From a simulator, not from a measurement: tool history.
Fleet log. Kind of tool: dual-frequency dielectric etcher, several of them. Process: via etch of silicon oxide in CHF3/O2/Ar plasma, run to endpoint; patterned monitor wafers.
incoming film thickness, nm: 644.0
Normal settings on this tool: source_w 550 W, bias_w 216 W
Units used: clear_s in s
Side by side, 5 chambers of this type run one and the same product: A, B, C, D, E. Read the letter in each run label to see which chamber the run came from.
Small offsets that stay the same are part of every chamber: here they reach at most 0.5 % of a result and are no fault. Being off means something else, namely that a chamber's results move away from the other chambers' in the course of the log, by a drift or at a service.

run	hour	source_w	bias_w	clear_s
1D	3.4	550	216	317.8
2B	8.1	550	216	311.91
3E	11.5	550	216	313.77
4A	15.3	550	216	314.78
5C	18	550	216	314.6
6A	21.7	550	264	294.34
7E	25.7	550	264	295.41
8B	30.1	550	264	292.6
9C	33.7	550	264	293.07
10D	38.3	550	264	292.56
11E	42.9	550	216	315.32
# hour 43.6: chamber C: wet clean of the chamber
12B	47.1	550	216	318.52
13A	52.4	550	216	315.59
14C	55.3	550	216	314.48
# hour 55.6: chamber B: wet clean of the chamber
15D	60.7	550	216	313.7
16C	66.9	470	249	316.25
17E	71.2	470	249	317.74
18A	74.2	470	249	318.07
19B	77.7	470	249	317.9
20D	80.9	470	249	312.28
21B	85.2	550	216	313.38
22D	89.9	550	216	309.7
23C	94.8	550	216	315.58
24E	101	550	216	317.17
25A	103.9	550	216	315.59
26A	107	550	216	316.69
27E	112.5	550	216	316.46
28B	115.8	550	216	313.68
29D	121.6	550	216	304.91
30C	126.2	550	216	314.49
31B	130.9	550	216	315.7
32D	133.7	550	216	302.58

Predict what each chamber gives when all 5 of them run the settings below next.
33A	138.2	550	216	?
33B	138.2	550	216	?
33C	138.2	550	216	?
33D	138.2	550	216	?
33E	138.2	550	216	?

run	clear_s
33A	314.37
33B	313.78
33C	315.24
33D	305.31
33E	314.25
